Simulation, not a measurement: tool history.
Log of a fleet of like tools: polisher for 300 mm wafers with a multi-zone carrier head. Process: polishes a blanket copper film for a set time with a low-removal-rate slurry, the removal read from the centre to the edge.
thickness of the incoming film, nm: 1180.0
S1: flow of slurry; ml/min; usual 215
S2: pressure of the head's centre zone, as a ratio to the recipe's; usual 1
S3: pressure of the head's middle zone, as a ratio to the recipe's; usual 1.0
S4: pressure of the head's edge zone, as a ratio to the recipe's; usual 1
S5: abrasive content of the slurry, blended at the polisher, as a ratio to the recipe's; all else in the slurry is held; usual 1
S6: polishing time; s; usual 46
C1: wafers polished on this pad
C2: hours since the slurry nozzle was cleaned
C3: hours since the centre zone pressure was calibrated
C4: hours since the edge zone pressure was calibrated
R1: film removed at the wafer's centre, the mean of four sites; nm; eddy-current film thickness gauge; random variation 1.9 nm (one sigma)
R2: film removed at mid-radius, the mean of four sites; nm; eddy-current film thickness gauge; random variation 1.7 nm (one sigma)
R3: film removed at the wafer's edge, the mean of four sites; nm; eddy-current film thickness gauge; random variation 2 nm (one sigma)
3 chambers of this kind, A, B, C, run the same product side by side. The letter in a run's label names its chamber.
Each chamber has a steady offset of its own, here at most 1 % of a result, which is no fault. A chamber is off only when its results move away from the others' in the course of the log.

Run 1C, hour 9.9: usual settings; C1 230; C2 564.7; C3 739.7; C4 584.8. Result: R1 175.13 nm, R2 174.41 nm, R3 174.11 nm.
At hour 11.7: chamber A: slurry nozzle cleaned.
Run 2A, hour 22.4: usual settings; C1 596; C2 10.7; C3 297.4; C4 1012.7. Result: R1 174.74 nm, R2 174.90 nm, R3 170.66 nm.
At hour 23.0: chamber B: worn pad replaced by a new one.
Run 3B, hour 30.1: usual settings; C1 59; C2 605.6; C3 1003.1; C4 206.9. Result: R1 174.83 nm, R2 170.12 nm, R3 170.45 nm.
At hour 40.5: chamber A: worn pad replaced by a new one.
Run 4B, hour 40.8: usual settings; C1 149; C2 616.3; C3 1013.8; C4 217.6. Result: R1 175.53 nm, R2 176.09 nm, R3 171.66 nm.
Run 5C, hour 48.2: usual settings; C1 551; C2 603.0; C3 778.0; C4 623.1. Result: R1 170.25 nm, R2 174.72 nm, R3 169.33 nm.
At hour 59.6: chamber C: centre zone pressure recalibrated.
Run 6A, hour 60.5: usual settings; C1 168; C2 48.8; C3 335.5; C4 1050.8. Result: R1 171.46 nm, R2 171.79 nm, R3 174.97 nm.
Run 7C, hour 69.1: usual settings; C1 727; C2 623.9; C3 9.6; C4 644.0. Result: R1 175.58 nm, R2 172.68 nm, R3 172.51 nm.
At hour 79.1: chamber A: centre zone pressure recalibrated.
Run 8A, hour 79.4: usual settings; C1 327; C2 67.7; C3 0.3; C4 1069.7. Result: R1 171.85 nm, R2 176.50 nm, R3 175.51 nm.
At hour 80.0: chamber C: worn pad replaced by a new one.
At hour 83.5: chamber C: edge zone pressure recalibrated.
Run 9B, hour 89.6: usual settings; C1 559; C2 665.1; C3 1062.6; C4 266.4. Result: R1 176.46 nm, R2 175.26 nm, R3 172.17 nm.
Run 10B, hour 101.3: usual settings; C1 657; C2 676.8; C3 1074.3; C4 278.1. Result: R1 171.39 nm, R2 173.42 nm, R3 174.07 nm.
Run 11C, hour 108.4: usual settings; C1 238; C2 663.2; C3 48.9; C4 25.0. Result: R1 170.49 nm, R2 170.97 nm, R3 171.14 nm.
Run 12A, hour 118.8: usual settings; C1 657; C2 107.1; C3 39.7; C4 1109.1. Result: R1 175.03 nm, R2 175.54 nm, R3 174.61 nm.
Run 13B, hour 127.5: usual settings; C1 877; C2 703.0; C3 1100.5; C4 304.3. Result: R1 175.47 nm, R2 169.70 nm, R3 172.27 nm.
Run 14C, hour 137.9: usual settings but S6 52 s; C1 486; C2 692.7; C3 78.4; C4 54.5. Result: R1 194.86 nm, R2 193.55 nm, R3 195.66 nm.
At hour 139.7: chamber A: worn pad replaced by a new one.
Run 15A, hour 148.6: usual settings but S6 52 s; C1 75; C2 136.9; C3 69.5; C4 1138.9. Result: R1 198.49 nm, R2 196.65 nm, R3 194.45 nm.
Run 16C, hour 160.4: usual settings but S6 52 s; C1 675; C2 715.2; C3 100.9; C4 77.0. Result: R1 196.94 nm, R2 195.74 nm, R3 195.76 nm.
Run 17B, hour 172.3: usual settings; C1 1253; C2 747.8; C3 1145.3; C4 349.1. Result: R1 170.52 nm, R2 174.38 nm, R3 174.47 nm.
Run 18A, hour 184.6: usual settings; C1 377; C2 172.9; C3 105.5; C4 1174.9. Result: R1 173.45 nm, R2 173.64 nm, R3 176.41 nm.
Run 19C, hour 190.7: usual settings; C1 929; C2 745.5; C3 131.2; C4 107.3. Result: R1 172.73 nm, R2 172.02 nm, R3 170.17 nm.
At hour 201.9: chamber B: worn pad replaced by a new one.
At hour 202.2: chamber C: worn pad replaced by a new one.
Run 20B, hour 202.9: usual settings but S3 0.9, S6 35 s; C1 8; C2 778.4; C3 1175.9; C4 379.7. Result: R1 132.17 nm, R2 120.23 nm, R3 132.62 nm.
Run 21A, hour 209.3: usual settings but S3 0.9, S6 35 s; C1 584; C2 197.6; C3 130.2; C4 1199.6. Result: R1 133.71 nm, R2 119.71 nm, R3 133.35 nm.
At hour 214.2: chamber B: centre zone pressure recalibrated.
Run 22C, hour 221.0: usual settings but S3 0.9, S6 35 s; C1 158; C2 775.8; C3 161.5; C4 137.6. Result: R1 130.98 nm, R2 118.41 nm, R3 129.65 nm.
Run 23A, hour 226.8: usual settings; C1 731; C2 215.1; C3 147.7; C4 1217.1. Result: R1 175.09 nm, R2 172.15 nm, R3 173.21 nm.
At hour 231.6: chamber B: slurry nozzle cleaned.
Run 24B, hour 232.9: usual settings; C1 260; C2 1.4; C3 18.8; C4 409.7. Result: R1 155.06 nm, R2 172.44 nm, R3 173.99 nm.
At hour 234.7: chamber A: worn pad replaced by a new one.
Run 25B, hour 242.7: usual settings; C1 342; C2 11.2; C3 28.6; C4 419.5. Result: R1 154.12 nm, R2 172.63 nm, R3 172.50 nm.
Run 26C, hour 253.2: usual settings; C1 428; C2 808.0; C3 193.7; C4 169.8. Result: R1 174.62 nm, R2 171.69 nm, R3 171.92 nm.
Run 27A, hour 263.6: usual settings but S6 39 s; C1 243; C2 251.9; C3 184.5; C4 1253.9. Result: R1 148.42 nm, R2 146.04 nm, R3 150.57 nm.
Run 28B, hour 269.6: usual settings but S6 39 s; C1 568; C2 38.1; C3 55.5; C4 446.4. Result: R1 130.15 nm, R2 149.35 nm, R3 145.70 nm.
Run 29A, hour 276.8: usual settings but S6 39 s; C1 354; C2 265.1; C3 197.7; C4 1267.1. Result: R1 146.62 nm, R2 145.32 nm, R3 147.44 nm.
At hour 285.5: chamber C: slurry nozzle cleaned.
Run 30C, hour 287.1: usual settings; C1 713; C2 1.7; C3 227.6; C4 203.7. Result: R1 176.19 nm, R2 172.01 nm, R3 171.61 nm.
Run 31B, hour 296.1: usual settings; C1 790; C2 64.6; C3 82.0; C4 472.9. Result: R1 154.10 nm, R2 174.80 nm, R3 173.63 nm.
Run 32C, hour 301.7: usual settings; C1 836; C2 16.3; C3 242.2; C4 218.3. Result: R1 173.41 nm, R2 175.55 nm, R3 170.43 nm.
Run 33A, hour 313.7: usual settings; C1 664; C2 302.0; C3 234.6; C4 1304.0. Result: R1 174.50 nm, R2 172.38 nm, R3 175.36 nm.
Run 34B, hour 322.5: usual settings; C1 1012; C2 91.0; C3 108.4; C4 499.3. Result: R1 151.45 nm, R2 173.94 nm, R3 169.17 nm.
At hour 332.7: chamber C: worn pad replaced by a new one.
Run 35C, hour 334.2: usual settings; C1 13; C2 48.8; C3 274.7; C4 250.8. Result: R1 173.42 nm, R2 175.60 nm, R3 173.44 nm.
Run 36A, hour 345.6: usual settings; C1 931; C2 333.9; C3 266.5; C4 1335.9. Result: R1 173.95 nm, R2 172.76 nm, R3 178.20 nm.
Run 37C, hour 351.0: usual settings; C1 154; C2 65.6; C3 291.5; C4 267.6. Result: R1 176.40 nm, R2 172.36 nm, R3 172.76 nm.

Next, every chamber runs the same settings. What will each give?
Run 38A, hour 359.9: usual settings. Result: R1 ?, R2 ?, R3 ?.
Run 38B, hour 359.9: usual settings. Result: R1 ?, R2 ?, R3 ?.
Run 38C, hour 359.9: usual settings. Result: R1 ?, R2 ?, R3 ?.

run      R1      R2      R3
38A  172.25  172.43  174.72
38B  151.21  172.98  174.36
38C  172.82  175.14  170.14
